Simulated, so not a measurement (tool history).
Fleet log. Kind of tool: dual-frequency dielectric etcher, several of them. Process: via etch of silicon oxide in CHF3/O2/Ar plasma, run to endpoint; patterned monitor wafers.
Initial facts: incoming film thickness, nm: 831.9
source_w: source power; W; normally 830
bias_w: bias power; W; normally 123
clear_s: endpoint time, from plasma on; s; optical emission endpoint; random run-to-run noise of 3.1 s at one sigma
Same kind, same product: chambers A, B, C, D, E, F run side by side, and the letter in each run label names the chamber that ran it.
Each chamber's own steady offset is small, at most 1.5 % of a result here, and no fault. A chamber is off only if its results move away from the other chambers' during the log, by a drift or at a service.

run   hour  source_w  bias_w  hours since the last wet clean  hours since the last source power generator calibration  hours since the last bias power generator calibration  clear_s
 1D    7.3       830     123                           267.7                                                    765.5                                                 2964.7   417.10
 2C   12.0       830     123                           241.7                                                     33.7                                                 3509.8   416.49
 3A   20.1       830     123                           474.0                                                   2455.8                                                 1985.4   417.22
 4E   25.4       830     123                           257.2                                                    910.0                                                 2490.9   415.79
 5F   30.1       830     123                           179.4                                                   1052.0                                                 4026.0   414.47
 6B   37.5       830     123                           418.6                                                   3340.5                                                 1492.6   425.56
 7C   43.5       830     123                           273.2                                                     65.2                                                 3541.3   414.46
 8A   47.6       950     123                           501.5                                                   2483.3                                                 2012.9   392.74
      48.3  -- chamber B: bias power generator calibrated
 9D   53.0       950     123                           313.4                                                    811.2                                                 3010.4   394.12
10E   60.6       950     123                           292.4                                                    945.2                                                 2526.1   391.11
11B   67.0       950     123                           448.1                                                   3370.0                                                   18.8   410.11
12F   73.7       950     123                           223.0                                                   1095.6                                                 4069.6   391.21
13B   78.7       950     123                           459.8                                                   3381.7                                                   30.5   402.19
14A   86.6       830     123                           540.5                                                   2522.3                                                 2051.9   420.11
15C   92.9       830     123                           322.6                                                    114.6                                                 3590.7   418.53
16F   97.5       830     123                           246.8                                                   1119.4                                                 4093.4   409.63
17E  103.4       830     123                           335.2                                                    988.0                                                 2568.9   408.28
18D  108.2       830     123                           368.6                                                    866.4                                                 3065.6   419.70
19C  115.2       830     123                           344.9                                                    136.9                                                 3613.0   417.52
     118.1  -- chamber A: wet clean of the chamber
20D  119.6       830     123                           380.0                                                    877.8                                                 3077.0   417.80
21F  126.4       830     123                           275.7                                                   1148.3                                                 4122.3   418.24
22B  130.5       960     151                           511.6                                                   3433.5                                                   82.3   376.99
23A  136.4       960     151                            18.4                                                   2572.1                                                 2101.7   372.67
     137.4  -- chamber D: wet clean of the chamber
24E  140.6       960     151                           372.4                                                   1025.2                                                 2606.1   361.21
25B  144.9       960     151                           526.0                                                   3447.9                                                   96.7   378.34
     146.3  -- chamber C: wet clean of the chamber
26E  150.3       960     151                           382.1                                                   1034.9                                                 2615.8   358.38
27C  155.6       960     151                             9.4                                                    177.3                                                 3653.4   369.02
28F  161.7       830     123                           311.0                                                   1183.6                                                 4157.6   415.86
     165.0  -- chamber B: wet clean of the chamber
29D  168.9       830     123                            31.6                                                    927.1                                                 3126.3   415.00
30A  176.2       830     123                            58.2                                                   2611.9                                                 2141.5   418.92
31F  180.6       830     123                           329.9                                                   1202.5                                                 4176.5   415.84
32A  188.0       830     123                            70.0                                                   2623.7                                                 2153.3   420.90
33B  193.6       830     112                            28.7                                                   3496.6                                                  145.4   437.56
34D  198.8       830     112                            61.5                                                    957.0                                                 3156.2   433.52
35E  203.2       830     112                           435.0                                                   1087.8                                                 2668.7   411.95
36C  207.4       830     112                            61.2                                                    229.1                                                 3705.2   436.34
37C  212.9       830     112                            66.7                                                    234.6                                                 3710.7   435.16
38F  220.9       830     112                           370.2                                                   1242.8                                                 4216.8   423.97
39E  225.5       830     123                           457.3                                                   1110.1                                                 2691.0   397.68
40B  232.4       830     123                            67.5                                                   3535.4                                                  184.2   423.68
41A  236.4       690     123                           118.4                                                   2672.1                                                 2201.7   452.82
42D  240.9       690     123                           103.6                                                    999.1                                                 3198.3   452.09

Does one chamber stand apart from the rest, does the shared gauge drift, or is all well apart from small per-chamber offsets? Give the chamber and the most likely cause, where there is one.

One chamber, E, drifts off from the rest bit by bit.
Cause: etch rate over this chamber's usual, % = 5.37.

Here are 4 candidates for chamber E's next run, each the usual settings with a change, their results left as question marks. Which one brings its results back in line with what the others give on the usual settings?
Maximum distance from the other chambers' mean on the usual settings for a result to count as in line: clear_s 11.00 s
43E-1  246.7       830     118                                                                                                                                                        ?
43E-2  246.7       750     114                                                                                                                                                        ?
43E-3  246.7       850     123                                                                                                                                                        ?
43E-4  246.7       830     147                                                                                                                                                        ?

Other chambers, usual settings, mean: clear_s 418.66 s
  run  clear_s
43E-1   401.00
43E-2   421.52
43E-3   392.33
43E-4   374.59
43E-2 is the one that brings the chamber's results back in line with the other chambers.

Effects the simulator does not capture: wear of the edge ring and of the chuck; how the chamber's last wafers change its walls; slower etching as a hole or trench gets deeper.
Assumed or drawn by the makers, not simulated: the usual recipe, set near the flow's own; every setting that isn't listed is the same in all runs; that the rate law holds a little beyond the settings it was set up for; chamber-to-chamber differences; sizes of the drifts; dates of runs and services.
